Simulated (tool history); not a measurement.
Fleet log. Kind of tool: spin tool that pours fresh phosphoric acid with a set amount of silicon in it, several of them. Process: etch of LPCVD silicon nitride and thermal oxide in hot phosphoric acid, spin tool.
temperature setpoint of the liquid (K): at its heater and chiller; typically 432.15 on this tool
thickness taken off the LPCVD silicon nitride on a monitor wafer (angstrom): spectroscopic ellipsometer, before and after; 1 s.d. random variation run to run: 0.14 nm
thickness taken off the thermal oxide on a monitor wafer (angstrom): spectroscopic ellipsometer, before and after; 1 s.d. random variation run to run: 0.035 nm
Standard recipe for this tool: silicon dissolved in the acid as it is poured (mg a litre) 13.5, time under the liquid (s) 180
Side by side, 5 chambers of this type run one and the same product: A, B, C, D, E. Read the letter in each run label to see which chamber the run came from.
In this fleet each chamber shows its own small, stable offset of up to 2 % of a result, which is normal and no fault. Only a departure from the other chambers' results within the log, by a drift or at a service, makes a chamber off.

run,hour,temperature setpoint of the liquid (K),silicon dissolved in the acid as it is poured (mg a litre),time under the liquid (s),hours since the thermometer was replaced,hours since the dissolved silicon flow meter was replaced,hours since the heated supply line was repaired,"read-back film thickness of the LPCVD silicon nitride reference wafer, read on the same gauge (nm)","read-back film thickness of the thermal oxide reference wafer, read on the same gauge (nm)",thickness taken off the LPCVD silicon nitride on a monitor wafer (angstrom),thickness taken off the thermal oxide on a monitor wafer (angstrom)
1B,7.5,432.15,13.5,180,510.3,686.8,989.6,79.97,29.989,153.75,3.2822
2E,18,432.15,13.5,180,670.4,352.9,2928.7,79.975,29.988,154.18,3.1398
3D,25.4,432.15,13.5,180,1082.2,763.8,279.8,79.969,29.999,152.53,3.0728
4A,35,432.15,13.5,180,651.7,780.8,823.1,80.001,29.97,152.78,3.0858
5C,48.9,432.15,13.5,180,1167.6,246.9,1549.6,80.008,30.02,156.01,3.3457
# hour 56: chamber E: heated supply line repaired
6E,63.3,432.15,13.5,180,715.7,398.2,7.3,80.042,29.999,153.68,3.2119
7B,76.2,432.15,13.5,180,579,755.5,1058.3,80.017,29.969,154.18,3.6559
8D,83.7,430.15,13.5,180,1140.5,822.1,338.1,80.007,29.968,145.1,2.8617
9C,90.1,430.15,13.5,180,1208.8,288.1,1590.8,79.991,29.992,146.94,2.6811
# hour 91.4: chamber E: thermometer replaced
10A,98.6,430.15,13.5,180,715.3,844.4,886.7,79.994,29.979,143.18,2.8893
11D,108,430.15,13.5,180,1164.8,846.4,362.4,80.006,29.979,143.87,2.6517
12E,117,430.15,13.5,180,25.6,451.9,61,80.045,30.023,145.1,2.4473
# hour 120.1: chamber C: heated supply line repaired
13C,128.2,432.15,13.5,180,1246.9,326.2,8.1,79.978,29.995,156.12,3.9
14B,136.7,432.15,13.5,180,639.5,816,1118.8,79.993,30.04,154.47,4.2665
15A,148.3,432.15,13.5,180,765,894.1,936.4,80.015,30.018,153.93,3.4622
16A,157.1,432.15,13.5,180,773.8,902.9,945.2,79.984,29.989,156.05,3.0258
17B,165.4,432.15,13.5,180,668.2,844.7,1147.5,79.971,30.021,154.82,3.1442
18E,175.1,432.15,13.5,180,83.7,510,119.1,79.982,29.954,151.92,3.673
19C,184.7,432.15,13.5,180,1303.4,382.7,64.6,79.974,30.002,155.89,2.7789
20D,194.4,432.15,13.5,180,1251.2,932.8,448.8,79.973,30.035,153.38,3.3761
21B,205,432.15,13.5,180,707.8,884.3,1187.1,80.002,30.004,154.21,3.4819
22A,216.7,432.15,13.5,180,833.4,962.5,1004.8,79.988,29.978,151.14,2.7553
23D,225.6,432.15,13.5,180,1282.4,964,480,79.965,29.96,154.89,4.372
24C,233.7,432.15,13.5,180,1352.4,431.7,113.6,80.017,30.014,156.05,3.8159
25E,247,432.15,13.5,180,155.6,581.9,191,79.947,29.975,153.06,3.4891
26E,254.8,432.15,13.5,180,163.4,589.7,198.8,79.985,30.007,154.4,2.869
27A,264.6,435.15,13.5,180,881.3,1010.4,1052.7,80.001,29.991,171.01,4.3447
28D,275.1,435.15,13.5,180,1331.9,1013.5,529.5,79.949,29.961,171.02,4.3902
29B,288.8,435.15,13.5,180,791.6,968.1,1270.9,79.985,29.975,168.26,4.8435
# hour 296.2: chamber B: thermometer replaced
30C,302,435.15,13.5,180,1420.7,500,181.9,80.018,30.023,173.01,4.1441
31B,316.7,435.15,13.5,180,20.6,996,1298.8,80.041,29.99,170.01,4.3791
32D,331.1,432.15,10,75,1387.9,1069.5,585.5,80.002,30.008,64.638,1.8169
33A,343.6,432.15,10,75,960.3,1089.4,1131.7,79.979,30.034,63.23,1.7186
34E,352.9,432.15,10,75,261.5,687.8,296.9,79.982,29.963,65.054,1.5472

Decide between three cases: one chamber stands off from its peers, the gauge reading all wafers drifts, or nothing is wrong past each chamber's small offset. Where a chamber is off, say which and what most likely put it there.

Beyond each chamber's small constant offset nothing stands out, and the gauge stays steady.
